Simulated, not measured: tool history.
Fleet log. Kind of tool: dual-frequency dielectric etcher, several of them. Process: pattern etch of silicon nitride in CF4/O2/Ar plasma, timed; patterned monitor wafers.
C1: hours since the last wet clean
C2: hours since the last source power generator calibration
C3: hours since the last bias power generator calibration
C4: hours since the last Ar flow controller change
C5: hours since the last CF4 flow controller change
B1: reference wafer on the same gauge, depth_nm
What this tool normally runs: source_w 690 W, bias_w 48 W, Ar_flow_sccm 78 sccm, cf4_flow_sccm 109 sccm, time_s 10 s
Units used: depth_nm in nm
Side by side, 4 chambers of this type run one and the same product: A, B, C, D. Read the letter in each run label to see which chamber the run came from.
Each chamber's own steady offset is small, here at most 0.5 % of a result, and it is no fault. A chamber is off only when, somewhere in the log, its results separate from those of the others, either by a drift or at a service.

Run 1A, hour 5.9: usual settings; C1 388.5; C2 860; C3 2259.2; C4 3386.1; C5 2272.4; B1 27.918. Result: depth_nm 25.783 nm.
Run 2D, hour 11.7: usual settings; C1 121.7; C2 2185.5; C3 1807.5; C4 720.2; C5 2256.6; B1 27.891. Result: depth_nm 25.611 nm.
Run 3B, hour 18.9: usual settings; C1 370.4; C2 2031.5; C3 163.6; C4 597.9; C5 61.1; B1 27.907. Result: depth_nm 25.819 nm.
Run 4C, hour 23.2: usual settings; C1 248.4; C2 1228; C3 292.1; C4 3378.3; C5 3293.4; B1 27.905. Result: depth_nm 25.962 nm.
Run 5B, hour 27.7: usual settings; C1 379.2; C2 2040.3; C3 172.4; C4 606.7; C5 69.9; B1 27.882. Result: depth_nm 25.731 nm.
Run 6C, hour 31.6: usual settings; C1 256.8; C2 1236.4; C3 300.5; C4 3386.7; C5 3301.8; B1 27.926. Result: depth_nm 25.979 nm.
Run 7D, hour 37.5: usual settings but bias_w 37 W, cf4_flow_sccm 87 sccm; C1 147.5; C2 2211.3; C3 1833.3; C4 746; C5 2282.4; B1 27.945. Result: depth_nm 23.098 nm.
Run 8A, hour 41.9: usual settings but bias_w 37 W, cf4_flow_sccm 87 sccm; C1 424.5; C2 896; C3 2295.2; C4 3422.1; C5 2308.4; B1 27.867. Result: depth_nm 23.134 nm.
Run 9B, hour 48.7: usual settings but bias_w 37 W, cf4_flow_sccm 87 sccm; C1 400.2; C2 2061.3; C3 193.4; C4 627.7; C5 90.9; B1 27.889. Result: depth_nm 22.941 nm.
Run 10C, hour 55.4: usual settings but bias_w 37 W, cf4_flow_sccm 87 sccm; C1 280.6; C2 1260.2; C3 324.3; C4 3410.5; C5 3325.6; B1 27.881. Result: depth_nm 23.061 nm.
Run 11A, hour 58.9: usual settings; C1 441.5; C2 913; C3 2312.2; C4 3439.1; C5 2325.4; B1 27.938. Result: depth_nm 25.62 nm.
At hour 60.3: chamber A: wet clean of the chamber.
Run 12D, hour 64.5: usual settings; C1 174.5; C2 2238.3; C3 1860.3; C4 773; C5 2309.4; B1 27.91. Result: depth_nm 25.933 nm.
Run 13A, hour 71.5: usual settings; C1 11.3; C2 925.6; C3 2324.8; C4 3451.7; C5 2338; B1 27.93. Result: depth_nm 25.796 nm.
Run 14C, hour 77.8: usual settings; C1 303; C2 1282.6; C3 346.7; C4 3432.9; C5 3348; B1 27.887. Result: depth_nm 25.868 nm.
Run 15D, hour 84.5: usual settings; C1 194.5; C2 2258.3; C3 1880.3; C4 793; C5 2329.4; B1 27.839. Result: depth_nm 26.375 nm.
Run 16B, hour 87.8: usual settings; C1 439.3; C2 2100.4; C3 232.5; C4 666.8; C5 130; B1 27.865. Result: depth_nm 25.781 nm.
Run 17D, hour 91.3: usual settings; C1 201.3; C2 2265.1; C3 1887.1; C4 799.8; C5 2336.2; B1 27.924. Result: depth_nm 26.462 nm.
Run 18B, hour 97.3: usual settings; C1 448.8; C2 2109.9; C3 242; C4 676.3; C5 139.5; B1 27.898. Result: depth_nm 26.074 nm.
Run 19A, hour 101.7: usual settings; C1 41.5; C2 955.8; C3 2355; C4 3481.9; C5 2368.2; B1 27.875. Result: depth_nm 25.368 nm.
At hour 102.8: chamber A: CF4 flow controller replaced.
Run 20C, hour 105.7: usual settings; C1 330.9; C2 1310.5; C3 374.6; C4 3460.8; C5 3375.9; B1 27.924. Result: depth_nm 26.057 nm.
Run 21B, hour 109.9: usual settings; C1 461.4; C2 2122.5; C3 254.6; C4 688.9; C5 152.1; B1 27.896. Result: depth_nm 25.911 nm.
Run 22D, hour 113.4: usual settings; C1 223.4; C2 2287.2; C3 1909.2; C4 821.9; C5 2358.3; B1 27.888. Result: depth_nm 26.888 nm.
Run 23A, hour 116.7: usual settings; C1 56.5; C2 970.8; C3 2370; C4 3496.9; C5 13.9; B1 27.907. Result: depth_nm 25.763 nm.
Run 24C, hour 120.3: usual settings; C1 345.5; C2 1325.1; C3 389.2; C4 3475.4; C5 3390.5; B1 27.939. Result: depth_nm 26.007 nm.
Run 25C, hour 125: usual settings; C1 350.2; C2 1329.8; C3 393.9; C4 3480.1; C5 3395.2; B1 27.942. Result: depth_nm 26.016 nm.
Run 26A, hour 129.1: usual settings; C1 68.9; C2 983.2; C3 2382.4; C4 3509.3; C5 26.3; B1 27.891. Result: depth_nm 25.792 nm.
Run 27D, hour 133.2: usual settings; C1 243.2; C2 2307; C3 1929; C4 841.7; C5 2378.1; B1 27.855. Result: depth_nm 26.587 nm.
Run 28B, hour 136.4: usual settings; C1 487.9; C2 2149; C3 281.1; C4 715.4; C5 178.6; B1 27.91. Result: depth_nm 26.147 nm.
Run 29A, hour 140.3: usual settings; C1 80.1; C2 994.4; C3 2393.6; C4 3520.5; C5 37.5; B1 27.874. Result: depth_nm 25.562 nm.
Run 30B, hour 144.7: usual settings; C1 496.2; C2 2157.3; C3 289.4; C4 723.7; C5 186.9; B1 27.91. Result: depth_nm 25.865 nm.
Run 31D, hour 148.9: usual settings; C1 258.9; C2 2322.7; C3 1944.7; C4 857.4; C5 2393.8; B1 27.895. Result: depth_nm 27.022 nm.
Run 32C, hour 154.2: usual settings; C1 379.4; C2 1359; C3 423.1; C4 3509.3; C5 3424.4; B1 27.891. Result: depth_nm 25.776 nm.
Run 33D, hour 158.2: usual settings; C1 268.2; C2 2332; C3 1954; C4 866.7; C5 2403.1; B1 27.939. Result: depth_nm 27.168 nm.

Is one chamber off against the others, does the gauge drift, or is nothing wrong? If a chamber is off, say which, and what the likeliest cause is.

One chamber, D, drifts off from the rest bit by bit.
What lies behind it: etch rate over this chamber's usual, % = 5.07.
The log may not separate it from: source power that arrives over what is set, %.

Below are 4 candidate recipes for chamber D's next run, each the usual settings with a change, their results shown as question marks. Which of them brings D's results back in line with what the other chambers give on the usual settings?
In-line tolerance around the mean of the other chambers on the usual settings: depth_nm 0.6 nm
Run 34D-1, hour 163.4: usual settings but source_w 610 W. Result: depth_nm ?.
Run 34D-2, hour 163.4: usual settings but bias_w 41 W. Result: depth_nm ?.
Run 34D-3, hour 163.4: usual settings but source_w 720 W, bias_w 49 W, time_s 10.5 s. Result: depth_nm ?.
Run 34D-4, hour 163.4: usual settings but bias_w 55 W. Result: depth_nm ?.

The mean the other chambers reach with the usual settings: depth_nm 25.912 nm
  run  depth_nm
34D-1    24.312
34D-2    25.706
34D-3    29.746
34D-4    28.406
With 34D-2, the chamber falls back in line with the rest.
